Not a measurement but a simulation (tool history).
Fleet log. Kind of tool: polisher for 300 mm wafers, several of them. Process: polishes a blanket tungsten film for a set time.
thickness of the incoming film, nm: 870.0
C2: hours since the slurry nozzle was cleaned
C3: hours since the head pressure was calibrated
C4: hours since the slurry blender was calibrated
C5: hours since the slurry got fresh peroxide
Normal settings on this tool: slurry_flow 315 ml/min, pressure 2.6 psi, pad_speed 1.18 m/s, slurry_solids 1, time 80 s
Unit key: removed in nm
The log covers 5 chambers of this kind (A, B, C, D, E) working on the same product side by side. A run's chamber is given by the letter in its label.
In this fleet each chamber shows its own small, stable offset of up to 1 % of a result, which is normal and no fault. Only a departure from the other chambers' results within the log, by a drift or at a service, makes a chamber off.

{"hour": 8.4, "done": "chamber D: slurry tank refilled with fresh slurry and peroxide"}
{"run": "1D", "hour": 10.1, "slurry_flow": 315, "pressure": 2.6, "pad_speed": 1.18, "slurry_solids": 1, "time": 80, "wafers polished on this pad": 349, "C2": 274.7, "C3": 828.7, "C4": 65.1, "C5": 1.8, "removed": 363.86}
{"run": "2B", "hour": 20.4, "slurry_flow": 315, "pressure": 2.6, "pad_speed": 1.18, "slurry_solids": 1, "time": 80, "wafers polished on this pad": 366, "C2": 653.1, "C3": 260.9, "C4": 235.9, "C5": 81.2, "removed": 364.21}
{"run": "3C", "hour": 33.8, "slurry_flow": 315, "pressure": 2.6, "pad_speed": 1.18, "slurry_solids": 1, "time": 80, "wafers polished on this pad": 855, "C2": 335.6, "C3": 181.8, "C4": 435, "C5": 132.8, "removed": 366.44}
{"hour": 35.7, "done": "chamber D: slurry nozzle cleaned"}
{"hour": 36.4, "done": "chamber E: worn pad replaced by a new one"}
{"hour": 41.1, "done": "chamber B: slurry blender recalibrated"}
{"run": "4E", "hour": 45.0, "slurry_flow": 315, "pressure": 2.6, "pad_speed": 1.18, "slurry_solids": 1, "time": 80, "wafers polished on this pad": 73, "C2": 807.6, "C3": 1219.6, "C4": 99.3, "C5": 52.5, "removed": 352.76}
{"run": "5A", "hour": 55.1, "slurry_flow": 315, "pressure": 2.6, "pad_speed": 1.18, "slurry_solids": 1, "time": 80, "wafers polished on this pad": 609, "C2": 124.1, "C3": 360.9, "C4": 125, "C5": 71.3, "removed": 365.69}
{"hour": 55.3, "done": "chamber B: slurry nozzle cleaned"}
{"run": "6C", "hour": 62.8, "slurry_flow": 315, "pressure": 2.6, "pad_speed": 1.18, "slurry_solids": 1, "time": 80, "wafers polished on this pad": 1101, "C2": 364.6, "C3": 210.8, "C4": 464, "C5": 161.8, "removed": 366.7}
{"hour": 64.6, "done": "chamber C: slurry tank refilled with fresh slurry and peroxide"}
{"hour": 64.9, "done": "chamber B: slurry tank refilled with fresh slurry and peroxide"}
{"hour": 73.7, "done": "chamber B: worn pad replaced by a new one"}
{"run": "7E", "hour": 76.4, "slurry_flow": 315, "pressure": 2.6, "pad_speed": 1.18, "slurry_solids": 1, "time": 80, "wafers polished on this pad": 341, "C2": 839, "C3": 1251, "C4": 130.7, "C5": 83.9, "removed": 357.76}
{"hour": 80.6, "done": "chamber E: slurry blender recalibrated"}
{"hour": 85.3, "done": "chamber D: worn pad replaced by a new one"}
{"hour": 87.7, "done": "chamber D: slurry tank refilled with fresh slurry and peroxide"}
{"run": "8D", "hour": 88.8, "slurry_flow": 315, "pressure": 2.6, "pad_speed": 1.18, "slurry_solids": 1, "time": 80, "wafers polished on this pad": 29, "C2": 53.2, "C3": 907.4, "C4": 143.8, "C5": 1.2, "removed": 361.49}
{"run": "9B", "hour": 104.0, "slurry_flow": 315, "pressure": 2.6, "pad_speed": 1.18, "slurry_solids": 1, "time": 80, "wafers polished on this pad": 258, "C2": 48.7, "C3": 344.5, "C4": 63, "C5": 39.1, "removed": 358.99}
{"hour": 104.6, "done": "chamber E: slurry tank refilled with fresh slurry and peroxide"}
{"hour": 105.0, "done": "chamber E: worn pad replaced by a new one"}
{"run": "10A", "hour": 113.8, "slurry_flow": 315, "pressure": 2.6, "pad_speed": 1.18, "slurry_solids": 1, "time": 80, "wafers polished on this pad": 1108, "C2": 182.8, "C3": 419.6, "C4": 183.7, "C5": 130, "removed": 358.31}
{"hour": 119.7, "done": "chamber A: slurry blender recalibrated"}
{"hour": 120.1, "done": "chamber A: slurry tank refilled with fresh slurry and peroxide"}
{"run": "11A", "hour": 122.9, "slurry_flow": 315, "pressure": 2.6, "pad_speed": 1.18, "slurry_solids": 1, "time": 80, "wafers polished on this pad": 1186, "C2": 191.9, "C3": 428.7, "C4": 3.3, "C5": 2.9, "removed": 368.05}
{"hour": 124.4, "done": "chamber E: head pressure recalibrated"}
{"hour": 128.5, "done": "chamber E: slurry nozzle cleaned"}
{"run": "12D", "hour": 138.3, "slurry_flow": 315, "pressure": 2.6, "pad_speed": 1.18, "slurry_solids": 1, "time": 80, "wafers polished on this pad": 451, "C2": 102.7, "C3": 956.9, "C4": 193.3, "C5": 50.7, "removed": 358.01}
{"hour": 144.8, "done": "chamber A: worn pad replaced by a new one"}
{"run": "13B", "hour": 145.6, "slurry_flow": 315, "pressure": 2.6, "pad_speed": 1.18, "slurry_solids": 1, "time": 80, "wafers polished on this pad": 612, "C2": 90.3, "C3": 386.1, "C4": 104.6, "C5": 80.7, "removed": 363.51}
{"hour": 147.0, "done": "chamber C: slurry blender recalibrated"}
{"hour": 152.2, "done": "chamber D: slurry tank refilled with fresh slurry and peroxide"}
{"run": "14E", "hour": 160.0, "slurry_flow": 315, "pressure": 2.6, "pad_speed": 1, "slurry_solids": 1, "time": 94, "wafers polished on this pad": 468, "C2": 31.6, "C3": 35.7, "C4": 79.5, "C5": 55.4, "removed": 362.29}
{"run": "15C", "hour": 171.3, "slurry_flow": 315, "pressure": 2.6, "pad_speed": 1, "slurry_solids": 1, "time": 94, "wafers polished on this pad": 2025, "C2": 473.1, "C3": 319.3, "C4": 24.4, "C5": 106.8, "removed": 339.77}
{"hour": 175.8, "done": "chamber B: worn pad replaced by a new one"}
{"hour": 176.9, "done": "chamber C: head pressure recalibrated"}
{"run": "16A", "hour": 178.9, "slurry_flow": 315, "pressure": 2.6, "pad_speed": 1, "slurry_solids": 1, "time": 94, "wafers polished on this pad": 290, "C2": 247.9, "C3": 484.7, "C4": 59.3, "C5": 58.9, "removed": 360.57}
{"hour": 185.9, "done": "chamber B: slurry tank refilled with fresh slurry and peroxide"}
{"hour": 186.6, "done": "chamber E: worn pad replaced by a new one"}
{"run": "17E", "hour": 188.8, "slurry_flow": 315, "pressure": 2.6, "pad_speed": 1, "slurry_solids": 1, "time": 94, "wafers polished on this pad": 18, "C2": 60.4, "C3": 64.5, "C4": 108.3, "C5": 84.2, "removed": 350.68}
{"hour": 189.1, "done": "chamber A: slurry nozzle cleaned"}
{"run": "18D", "hour": 196.8, "slurry_flow": 315, "pressure": 2.6, "pad_speed": 1, "slurry_solids": 1, "time": 94, "wafers polished on this pad": 949, "C2": 161.2, "C3": 1015.4, "C4": 251.8, "C5": 44.7, "removed": 367.73}
{"hour": 199.9, "done": "chamber D: head pressure recalibrated"}
{"hour": 206.5, "done": "chamber E: slurry tank refilled with fresh slurry and peroxide"}
{"run": "19B", "hour": 207.6, "slurry_flow": 315, "pressure": 2.6, "pad_speed": 1.18, "slurry_solids": 1, "time": 80, "wafers polished on this pad": 271, "C2": 152.3, "C3": 448.1, "C4": 166.6, "C5": 21.8, "removed": 366.77}
{"hour": 213.0, "done": "chamber C: slurry tank refilled with fresh slurry and peroxide"}
{"hour": 215.8, "done": "chamber E: slurry blender recalibrated"}
{"run": "20C", "hour": 221.8, "slurry_flow": 315, "pressure": 2.6, "pad_speed": 1.18, "slurry_solids": 1, "time": 80, "wafers polished on this pad": 2455, "C2": 523.6, "C3": 45, "C4": 74.9, "C5": 8.9, "removed": 338.59}
{"hour": 223.0, "done": "chamber D: slurry tank refilled with fresh slurry and peroxide"}
{"run": "21A", "hour": 232.7, "slurry_flow": 315, "pressure": 2.6, "pad_speed": 1.18, "slurry_solids": 1, "time": 80, "wafers polished on this pad": 748, "C2": 43.7, "C3": 538.5, "C4": 113.1, "C5": 112.7, "removed": 371.1}
{"hour": 233.7, "done": "chamber D: worn pad replaced by a new one"}
{"hour": 240.4, "done": "chamber C: slurry nozzle cleaned"}
{"run": "22B", "hour": 242.3, "slurry_flow": 315, "pressure": 2.6, "pad_speed": 1.18, "slurry_solids": 1, "time": 80, "wafers polished on this pad": 566, "C2": 187, "C3": 482.8, "C4": 201.3, "C5": 56.5, "removed": 360.93}
{"hour": 253.9, "done": "chamber A: slurry tank refilled with fresh slurry and peroxide"}
{"run": "23E", "hour": 254.9, "slurry_flow": 315, "pressure": 2.6, "pad_speed": 1.18, "slurry_solids": 1, "time": 80, "wafers polished on this pad": 581, "C2": 126.5, "C3": 130.6, "C4": 39.2, "C5": 48.5, "removed": 361.87}
{"hour": 257.1, "done": "chamber E: worn pad replaced by a new one"}
{"run": "24D", "hour": 267.8, "slurry_flow": 315, "pressure": 2.6, "pad_speed": 1.18, "slurry_solids": 1, "time": 80, "wafers polished on this pad": 290, "C2": 232.2, "C3": 68, "C4": 322.8, "C5": 44.9, "removed": 355.81}
{"hour": 280.4, "done": "chamber B: worn pad replaced by a new one"}
{"run": "25C", "hour": 281.7, "slurry_flow": 315, "pressure": 2.6, "pad_speed": 1.18, "slurry_solids": 1, "time": 80, "wafers polished on this pad": 2965, "C2": 41.4, "C3": 104.9, "C4": 134.8, "C5": 68.8, "removed": 328.16}
{"run": "26A", "hour": 289.7, "slurry_flow": 315, "pressure": 2.6, "pad_speed": 1.18, "slurry_solids": 1, "time": 80, "wafers polished on this pad": 1233, "C2": 100.7, "C3": 595.5, "C4": 170.1, "C5": 35.8, "removed": 367.65}
{"hour": 292.2, "done": "chamber D: slurry blender recalibrated"}
{"hour": 296.5, "done": "chamber D: slurry tank refilled with fresh slurry and peroxide"}
{"hour": 297.4, "done": "chamber A: worn pad replaced by a new one"}
{"run": "27C", "hour": 299.1, "slurry_flow": 315, "pressure": 2.6, "pad_speed": 1.18, "slurry_solids": 1, "time": 80, "wafers polished on this pad": 3113, "C2": 58.8, "C3": 122.3, "C4": 152.2, "C5": 86.2, "removed": 318.62}
{"hour": 301.8, "done": "chamber A: slurry blender recalibrated"}
{"run": "28B", "hour": 308.0, "slurry_flow": 315, "pressure": 2.6, "pad_speed": 1.18, "slurry_solids": 1, "time": 80, "wafers polished on this pad": 235, "C2": 252.7, "C3": 548.5, "C4": 267, "C5": 122.2, "removed": 361.02}
{"run": "29D", "hour": 316.1, "slurry_flow": 250, "pressure": 2, "pad_speed": 1.18, "slurry_solids": 1, "time": 80, "wafers polished on this pad": 701, "C2": 280.5, "C3": 116.3, "C4": 24, "C5": 19.6, "removed": 265.55}
{"hour": 317.8, "done": "chamber E: slurry tank refilled with fresh slurry and peroxide"}
{"hour": 320.9, "done": "chamber E: worn pad replaced by a new one"}
{"run": "30E", "hour": 325.6, "slurry_flow": 250, "pressure": 2, "pad_speed": 1.18, "slurry_solids": 1, "time": 80, "wafers polished on this pad": 40, "C2": 197.2, "C3": 201.3, "C4": 109.9, "C5": 7.8, "removed": 271.77}
{"run": "31E", "hour": 340.6, "slurry_flow": 250, "pressure": 2, "pad_speed": 1.18, "slurry_solids": 1, "time": 80, "wafers polished on this pad": 168, "C2": 212.2, "C3": 216.3, "C4": 124.9, "C5": 22.8, "removed": 267.56}
{"run": "32A", "hour": 356.2, "slurry_flow": 250, "pressure": 2, "pad_speed": 1.18, "slurry_solids": 1, "time": 80, "wafers polished on this pad": 500, "C2": 167.2, "C3": 662, "C4": 54.4, "C5": 102.3, "removed": 280}

Which is it: a chamber that has drifted or been left off by a service, a gauge drift common to all chambers, or only each chamber's usual small offset? If a chamber is off, name it and its likeliest cause.

Little by little, chamber C moves away from the other chambers.
Cause: removal rate lost through wear of the pad, % = 12.3.

Chamber C could run next with any of the 4 candidate recipes listed below; each alters the usual settings, and their results appear as question marks. Which one brings its results back in line with what the other chambers deliver on the usual settings?
In-line tolerance around the mean of the other chambers on the usual settings: removed 13 nm
{"run": "33C-1", "hour": 367.6, "slurry_flow": 315, "pressure": 2.7, "pad_speed": 1.2, "slurry_solids": 1, "time": 80, "removed": "?"}
{"run": "33C-2", "hour": 367.6, "slurry_flow": 315, "pressure": 2.6, "pad_speed": 1.12, "slurry_solids": 1, "time": 80, "removed": "?"}
{"run": "33C-3", "hour": 367.6, "slurry_flow": 315, "pressure": 2.5, "pad_speed": 1.12, "slurry_solids": 1, "time": 77, "removed": "?"}
{"run": "33C-4", "hour": 367.6, "slurry_flow": 315, "pressure": 2.6, "pad_speed": 1.26, "slurry_solids": 1, "time": 85, "removed": "?"}

The other chambers' mean on the usual settings: removed 361.46 nm
run=33C-1 removed=335.09
run=33C-2 removed=301.65
run=33C-3 removed=279.34
run=33C-4 removed=359.94
With 33C-4, the chamber falls back in line with the rest.
